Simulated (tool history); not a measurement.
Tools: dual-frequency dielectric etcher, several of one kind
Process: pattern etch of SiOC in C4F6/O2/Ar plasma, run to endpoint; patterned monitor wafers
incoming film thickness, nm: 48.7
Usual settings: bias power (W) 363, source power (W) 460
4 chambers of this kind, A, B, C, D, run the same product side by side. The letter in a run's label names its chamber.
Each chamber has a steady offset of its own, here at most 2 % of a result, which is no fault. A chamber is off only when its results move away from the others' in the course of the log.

Run 1C, hour 6.5: usual settings. Result: endpoint time (s) 17.87.
Run 2B, hour 12.1: usual settings. Result: endpoint time (s) 17.458.
Run 3A, hour 20: usual settings. Result: endpoint time (s) 17.504.
Run 4D, hour 26.3: usual settings. Result: endpoint time (s) 17.55.
Run 5C, hour 32.3: usual settings. Result: endpoint time (s) 17.747.
Run 6B, hour 40.3: usual settings but bias power (W) 335. Result: endpoint time (s) 17.904.
Run 7A, hour 48.5: usual settings but bias power (W) 335. Result: endpoint time (s) 17.952.
Run 8D, hour 54.7: usual settings but bias power (W) 335. Result: endpoint time (s) 18.055.
Run 9A, hour 62.6: usual settings but bias power (W) 335. Result: endpoint time (s) 18.048.
Run 10B, hour 69.5: usual settings. Result: endpoint time (s) 17.5.
At hour 73.9: chamber B: wet clean of the chamber.
Run 11C, hour 74.5: usual settings but source power (W) 370. Result: endpoint time (s) 19.204.
Run 12D, hour 78.7: usual settings but source power (W) 370. Result: endpoint time (s) 18.997.
Run 13D, hour 86: usual settings but source power (W) 370. Result: endpoint time (s) 19.062.
At hour 94.1: chamber D: wet clean of the chamber.
Run 14B, hour 94.4: usual settings but source power (W) 370. Result: endpoint time (s) 18.926.
Run 15A, hour 103: usual settings. Result: endpoint time (s) 17.453.
Run 16C, hour 110.4: usual settings. Result: endpoint time (s) 17.72.
Run 17C, hour 115.5: usual settings. Result: endpoint time (s) 17.714.
Run 18D, hour 123.1: usual settings. Result: endpoint time (s) 17.619.
Run 19B, hour 128: usual settings. Result: endpoint time (s) 17.358.
Run 20A, hour 135.9: usual settings. Result: endpoint time (s) 17.518.
Run 21A, hour 139.9: usual settings. Result: endpoint time (s) 17.336.
Run 22C, hour 147.4: usual settings but source power (W) 520. Result: endpoint time (s) 16.922.
Run 23B, hour 151.9: usual settings but source power (W) 520. Result: endpoint time (s) 16.568.
Run 24D, hour 155.7: usual settings but source power (W) 520. Result: endpoint time (s) 16.692.
Run 25B, hour 163.3: usual settings but source power (W) 520. Result: endpoint time (s) 16.51.
At hour 169: chamber C: wet clean of the chamber.
Run 26A, hour 171.5: usual settings. Result: endpoint time (s) 17.397.
Run 27C, hour 177.3: usual settings. Result: endpoint time (s) 17.747.
Run 28D, hour 185.1: usual settings but bias power (W) 306. Result: endpoint time (s) 18.614.
Run 29B, hour 192.8: usual settings but bias power (W) 306. Result: endpoint time (s) 18.276.
Run 30C, hour 201.5: usual settings but bias power (W) 306. Result: endpoint time (s) 18.722.
Run 31A, hour 205.5: usual settings but bias power (W) 306. Result: endpoint time (s) 18.473.
Run 32D, hour 209.4: usual settings. Result: endpoint time (s) 17.577.
Run 33A, hour 216.5: usual settings. Result: endpoint time (s) 17.487.
Run 34C, hour 220.9: usual settings. Result: endpoint time (s) 17.749.
Run 35D, hour 227.1: usual settings but bias power (W) 419. Result: endpoint time (s) 16.676.
Run 36B, hour 233.3: usual settings but bias power (W) 419. Result: endpoint time (s) 16.249.
Run 37D, hour 241.2: usual settings but bias power (W) 419. Result: endpoint time (s) 16.785.
Run 38A, hour 247.7: usual settings but bias power (W) 419. Result: endpoint time (s) 16.545.
Run 39C, hour 253.3: usual settings. Result: endpoint time (s) 17.646.
Run 40B, hour 260.9: usual settings but bias power (W) 434, source power (W) 340. Result: endpoint time (s) 18.016.
Run 41D, hour 265.9: usual settings but bias power (W) 434, source power (W) 340. Result: endpoint time (s) 18.451.
Run 42B, hour 271.6: usual settings but bias power (W) 434, source power (W) 340. Result: endpoint time (s) 17.958.

Next, every chamber runs the same settings. What will each give?
Run 43A, hour 277.9: usual settings but bias power (W) 308. Result: endpoint time (s) ?.
Run 43B, hour 277.9: usual settings but bias power (W) 308. Result: endpoint time (s) ?.
Run 43C, hour 277.9: usual settings but bias power (W) 308. Result: endpoint time (s) ?.
Run 43D, hour 277.9: usual settings but bias power (W) 308. Result: endpoint time (s) ?.

run  endpoint time (s)
43A              18.51
43B             18.096
43C             18.882
43D              18.62
